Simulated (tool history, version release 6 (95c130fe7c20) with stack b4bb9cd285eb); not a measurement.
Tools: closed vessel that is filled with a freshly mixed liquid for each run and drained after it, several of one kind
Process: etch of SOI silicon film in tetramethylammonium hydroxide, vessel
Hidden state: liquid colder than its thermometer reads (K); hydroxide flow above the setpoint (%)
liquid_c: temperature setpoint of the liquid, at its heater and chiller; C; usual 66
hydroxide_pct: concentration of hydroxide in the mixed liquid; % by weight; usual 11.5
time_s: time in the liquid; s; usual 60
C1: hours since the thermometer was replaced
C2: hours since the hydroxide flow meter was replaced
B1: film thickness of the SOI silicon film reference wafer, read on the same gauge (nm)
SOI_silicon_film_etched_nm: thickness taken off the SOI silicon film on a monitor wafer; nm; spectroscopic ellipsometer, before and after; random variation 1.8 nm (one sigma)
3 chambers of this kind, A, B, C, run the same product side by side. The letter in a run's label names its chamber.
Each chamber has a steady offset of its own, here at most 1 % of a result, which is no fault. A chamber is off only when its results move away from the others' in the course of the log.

At hour 5.1: chamber B: thermometer replaced.
Run 1B, hour 5.1: usual settings; C1 0.1; C2 551.3; B1 129.98. Result: SOI_silicon_film_etched_nm 327.82 nm.
Run 2A, hour 11.2: usual settings; C1 275.5; C2 45.7; B1 130.02. Result: SOI_silicon_film_etched_nm 331.63 nm.
Run 3C, hour 16.2: usual settings; C1 1249.1; C2 391.1; B1 129.99. Result: SOI_silicon_film_etched_nm 329.72 nm.
Run 4B, hour 24: usual settings; C1 19; C2 570.2; B1 130.01. Result: SOI_silicon_film_etched_nm 330.69 nm.
Run 5A, hour 28.4: usual settings; C1 292.7; C2 62.9; B1 129.99. Result: SOI_silicon_film_etched_nm 332.26 nm.
Run 6C, hour 32.8: usual settings; C1 1265.7; C2 407.7; B1 129.97. Result: SOI_silicon_film_etched_nm 327.14 nm.
Run 7A, hour 36.8: usual settings; C1 301.1; C2 71.3; B1 130.01. Result: SOI_silicon_film_etched_nm 331.64 nm.
Run 8C, hour 44.8: usual settings; C1 1277.7; C2 419.7; B1 129.98. Result: SOI_silicon_film_etched_nm 326.58 nm.
Run 9B, hour 49.2: usual settings; C1 44.2; C2 595.4; B1 130.01. Result: SOI_silicon_film_etched_nm 331.45 nm.
Run 10C, hour 54: usual settings; C1 1286.9; C2 428.9; B1 130. Result: SOI_silicon_film_etched_nm 329.28 nm.
Run 11B, hour 60.2: usual settings; C1 55.2; C2 606.4; B1 130.03. Result: SOI_silicon_film_etched_nm 332.56 nm.
Run 12A, hour 65.6: usual settings; C1 329.9; C2 100.1; B1 129.98. Result: SOI_silicon_film_etched_nm 329.97 nm.
Run 13A, hour 70.1: usual settings; C1 334.4; C2 104.6; B1 129.97. Result: SOI_silicon_film_etched_nm 330.31 nm.
Run 14C, hour 75: usual settings; C1 1307.9; C2 449.9; B1 129.96. Result: SOI_silicon_film_etched_nm 328.18 nm.
Run 15B, hour 79.8: usual settings; C1 74.8; C2 626; B1 130.01. Result: SOI_silicon_film_etched_nm 329.56 nm.
Run 16B, hour 85.8: usual settings; C1 80.8; C2 632; B1 130. Result: SOI_silicon_film_etched_nm 328.68 nm.
Run 17C, hour 93.2: usual settings; C1 1326.1; C2 468.1; B1 130.04. Result: SOI_silicon_film_etched_nm 328.83 nm.
Run 18A, hour 100.9: usual settings; C1 365.2; C2 135.4; B1 130.01. Result: SOI_silicon_film_etched_nm 330.85 nm.
Run 19C, hour 106.7: usual settings; C1 1339.6; C2 481.6; B1 129.99. Result: SOI_silicon_film_etched_nm 327.8 nm.
Run 20B, hour 113.9: usual settings; C1 108.9; C2 660.1; B1 130.03. Result: SOI_silicon_film_etched_nm 330.57 nm.
Run 21A, hour 117.6: usual settings but time_s 40 s; C1 381.9; C2 152.1; B1 130.02. Result: SOI_silicon_film_etched_nm 218.35 nm.
Run 22C, hour 125: usual settings but time_s 40 s; C1 1357.9; C2 499.9; B1 130.01. Result: SOI_silicon_film_etched_nm 218.15 nm.
Run 23A, hour 131.5: usual settings but time_s 40 s; C1 395.8; C2 166; B1 130.01. Result: SOI_silicon_film_etched_nm 219.79 nm.
Run 24B, hour 139.5: usual settings; C1 134.5; C2 685.7; B1 130. Result: SOI_silicon_film_etched_nm 326.3 nm.
Run 25A, hour 146.7: usual settings; C1 411; C2 181.2; B1 130.01. Result: SOI_silicon_film_etched_nm 331.07 nm.
Run 26B, hour 152.3: usual settings; C1 147.3; C2 698.5; B1 130. Result: SOI_silicon_film_etched_nm 331.26 nm.

All 3 chambers run these settings next. Forecast each chamber's results:
Run 27A, hour 158.3: usual settings but hydroxide_pct 10.5 % by weight. Result: SOI_silicon_film_etched_nm ?.
Run 27B, hour 158.3: usual settings but hydroxide_pct 10.5 % by weight. Result: SOI_silicon_film_etched_nm ?.
Run 27C, hour 158.3: usual settings but hydroxide_pct 10.5 % by weight. Result: SOI_silicon_film_etched_nm ?.

run  SOI_silicon_film_etched_nm
27A                      343.63
27B                      341.31
27C                       337.3
